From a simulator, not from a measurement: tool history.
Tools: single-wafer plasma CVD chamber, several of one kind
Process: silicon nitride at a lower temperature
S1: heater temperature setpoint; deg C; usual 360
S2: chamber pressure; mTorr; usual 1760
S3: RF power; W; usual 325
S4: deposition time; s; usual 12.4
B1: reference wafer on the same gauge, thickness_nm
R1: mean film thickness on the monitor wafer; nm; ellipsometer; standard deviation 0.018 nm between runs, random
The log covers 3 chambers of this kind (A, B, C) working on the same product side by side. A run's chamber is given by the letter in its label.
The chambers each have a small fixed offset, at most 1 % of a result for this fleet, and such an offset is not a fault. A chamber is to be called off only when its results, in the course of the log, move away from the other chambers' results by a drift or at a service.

run   hour   S1    S2   S3    S4      B1      R1
 1A   10.9  360  1760  325  12.4  15.593  15.776
 2C   23.2  360  1760  325  12.4  15.595  15.867
 3B   35.2  360  1760  325  12.4  15.591  15.753
 4B   44.8  360  1760  325  12.4  15.586  15.707
 5C   54.3  360  1760  325  12.4  15.587  15.858
 6A   63.8  360  1760  325  14.8  15.583  18.803
      74.3  -- chamber B: capacitance manometer re-zeroed and calibrated
 7C   76.2  360  1760  325  14.8  15.581  18.901
 8A   88.3  360  1760  325  14.8  15.580  18.796
 9B   97.3  360  1760  325  12.4  15.577  15.747
10C  107.8  360  1760  325  12.4  15.575  15.858
11B  117.1  360  1760  325  12.4  15.570  15.695
12A  130.0  360  1760  325  12.4  15.567  15.712
13C  144.0  374  1760  325  12.4  15.568  15.767
14A  152.0  374  1760  325  12.4  15.561  15.647
15B  165.3  374  1760  325  12.4  15.562  15.615
16C  179.7  360  1760  325  12.4  15.558  15.835
17B  186.7  360  1760  325  12.4  15.556  15.687
18A  196.8  360  1760  325  12.4  15.550  15.689
19A  209.4  360  1760  325  12.4  15.548  15.699
20C  222.3  360  1760  295  12.4  15.546  14.836
21B  231.9  360  1760  295  12.4  15.539  14.693
22C  243.8  360  1760  295  12.4  15.543  14.808
23A  255.8  360  1760  325  12.4  15.540  15.710
24B  268.6  360  1760  325  12.4  15.533  15.684
25B  280.1  360  1760  325  12.4  15.533  15.688

Each of the 3 chambers runs these same settings next. Fill in every chamber's results:
26A  290.8  368  1760  325  12.4       ?
26B  290.8  368  1760  325  12.4       ?
26C  290.8  368  1760  325  12.4       ?

run      R1
26A  15.638
26B  15.601
26C  15.782

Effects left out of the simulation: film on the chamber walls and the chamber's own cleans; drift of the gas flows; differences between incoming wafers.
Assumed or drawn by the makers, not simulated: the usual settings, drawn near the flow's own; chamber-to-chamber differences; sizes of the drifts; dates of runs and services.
